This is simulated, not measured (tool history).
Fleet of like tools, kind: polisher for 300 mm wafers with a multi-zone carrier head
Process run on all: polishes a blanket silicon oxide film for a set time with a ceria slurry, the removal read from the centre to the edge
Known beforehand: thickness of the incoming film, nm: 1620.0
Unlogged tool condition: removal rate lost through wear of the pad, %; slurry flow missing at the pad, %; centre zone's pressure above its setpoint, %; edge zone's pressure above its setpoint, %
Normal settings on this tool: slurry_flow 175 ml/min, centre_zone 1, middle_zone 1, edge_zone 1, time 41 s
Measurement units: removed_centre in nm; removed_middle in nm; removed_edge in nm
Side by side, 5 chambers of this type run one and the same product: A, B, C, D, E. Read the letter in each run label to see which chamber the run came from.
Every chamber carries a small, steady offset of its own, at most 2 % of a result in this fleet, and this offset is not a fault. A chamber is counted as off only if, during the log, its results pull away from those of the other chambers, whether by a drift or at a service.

run,day,slurry_flow,centre_zone,middle_zone,edge_zone,time,wafers polished on this pad,hours since the slurry nozzle was cleaned,hours since the centre zone pressure was calibrated,hours since the edge zone pressure was calibrated,removed_centre,removed_middle,removed_edge
# day 0.033: chamber C: worn pad replaced by a new one
1B,0.433,175,1,1,1,41,802,139.3,362.5,141.9,204.56,206.57,203.35
# day 0.804: chamber A: worn pad replaced by a new one
2E,0.9,175,1,1,1,41,558,661.9,63.6,692.8,208.02,206.53,200.05
3D,1.238,175,1,1,1,41,486,258.2,117.3,1211.5,204.68,209.68,206.22
4C,1.654,175,1,1,1,41,304,259.1,219.7,648.2,205.48,199.9,206.54
5A,1.925,175,1,1,1,41,210,249.9,320.5,673.6,210.88,210.81,208.35
6E,2.329,175,1,1,1.1,41,826,696.2,97.9,727.1,207.95,206.96,215.1
# day 2.554: chamber A: slurry nozzle cleaned
7A,2.725,175,1,1,1.1,41,360,4.1,339.7,692.8,205.91,209.79,217.29
# day 2.788: chamber B: slurry nozzle cleaned
8B,3.154,175,1,1,1.1,41,1312,8.8,427.8,207.2,203.38,210.94,216.15
# day 3.358: chamber A: worn pad replaced by a new one
9D,3.579,175,1,1,1.1,41,926,314.4,173.5,1267.7,203.03,206.7,218.76
# day 3.667: chamber B: worn pad replaced by a new one
# day 3.85: chamber C: worn pad replaced by a new one
10C,3.875,175,1,1,1.1,41,4,312.4,273,701.5,211.97,205.4,216.85
# day 3.9: chamber E: worn pad replaced by a new one
11C,4.183,175,1,1,1,41,62,319.8,280.4,708.9,207.32,204.21,206.9
12D,4.621,175,1,1,1,41,1121,339.4,198.5,1292.7,203.58,205.37,201.48
13B,4.921,175,1,1,1,41,235,51.2,470.2,249.6,203.26,204.39,202.42
14A,5.188,175,1,1,1,41,343,63.2,398.8,751.9,203.53,201.66,206.74
15E,5.558,175,1,1,1,41,311,773.7,175.4,804.6,204.75,210.89,205.96
16E,5.892,175,1,1,1,41,374,781.7,183.4,812.6,206.67,205.57,204.24
# day 6.008: chamber D: slurry nozzle cleaned
# day 6.142: chamber A: worn pad replaced by a new one
# day 6.238: chamber B: edge zone pressure recalibrated
17B,6.338,175,1,1,1,41,501,85.2,504.2,2.4,205.02,209.19,202.32
18A,6.579,175,1,1,1,41,82,96.6,432.2,785.3,205.72,207.23,207.33
19D,6.796,175,1,1,1,41,1529,18.9,250.7,1344.9,208.34,208.32,203.01
# day 6.975: chamber A: edge zone pressure recalibrated
20C,7.175,175,1,0.94,0.92,41,623,391.6,352.2,780.7,205.39,192.93,199.13
21D,7.429,175,1,0.94,0.92,41,1648,34.1,265.9,1360.1,201.93,196.64,198.44
# day 7.442: chamber D: worn pad replaced by a new one
22A,7.65,175,1,0.94,0.92,41,283,122.3,457.9,16.2,206.01,199.23,199.84
# day 7.733: chamber D: edge zone pressure recalibrated
# day 7.775: chamber E: slurry nozzle cleaned
# day 7.904: chamber C: worn pad replaced by a new one
23C,7.962,175,1,0.94,0.92,41,11,410.5,371.1,799.6,205.99,189.5,197.03
24B,8.325,175,1,0.94,0.92,41,874,132.9,551.9,50.1,200.95,197.93,199.37
25E,8.579,175,1.07,1,1,41,878,19.3,247.9,877.1,224.35,205.88,204
# day 9: chamber D: centre zone pressure recalibrated
26B,9.058,175,1.07,1,1,41,1012,150.5,569.5,67.7,221.88,208.78,208.16
# day 9.312: chamber A: worn pad replaced by a new one
27D,9.4,175,1.07,1,1,41,367,81.4,9.6,40,221.7,210.76,207.09
28E,9.733,175,1.07,1,1,41,1094,47,275.6,904.8,222.16,205.64,205.82
29A,10.162,175,1.07,1,1,41,159,182.6,518.2,76.5,217.64,207.82,206.66
# day 10.238: chamber E: worn pad replaced by a new one
30C,10.525,175,1,1,1,41,492,472,432.6,861.1,204.74,205.29,206.88
# day 10.654: chamber B: slurry nozzle cleaned
# day 10.754: chamber B: worn pad replaced by a new one
# day 10.912: chamber A: slurry nozzle cleaned
# day 10.933: chamber C: slurry nozzle cleaned
31B,11.012,175,1,1,1,41,48,8.6,616.4,114.6,204.85,205.69,202.45
32D,11.375,175,1,1,1,41,738,128.8,57,87.4,200.42,205.32,206.31
33C,11.854,175,1,1,1,41,741,22.2,464.5,893,213.47,200.81,209.51
# day 11.879: chamber A: worn pad replaced by a new one
34E,12.129,175,1,1,1,41,355,104.5,333.1,962.3,208.03,206.89,203.23
35A,12.538,175,1,1,1,41,123,39,575.2,133.5,204.68,205.53,206.85
36C,12.946,175,1,1,1,41,946,48.4,490.7,919.2,206.08,200.9,203.71
37B,13.367,175,1,1,0.91,41,490,65.1,672.9,171.1,208.22,202.06,200.24
38D,13.612,175,1,1,0.91,41,1157,182.5,110.7,141.1,203,201.16,194.72

Decide between three cases: one chamber stands off from its peers, the gauge reading all wafers drifts, or nothing is wrong past each chamber's small offset. Where a chamber is off, say which and what most likely put it there.

No chamber stands off beyond its own small offset, and the gauge holds steady.

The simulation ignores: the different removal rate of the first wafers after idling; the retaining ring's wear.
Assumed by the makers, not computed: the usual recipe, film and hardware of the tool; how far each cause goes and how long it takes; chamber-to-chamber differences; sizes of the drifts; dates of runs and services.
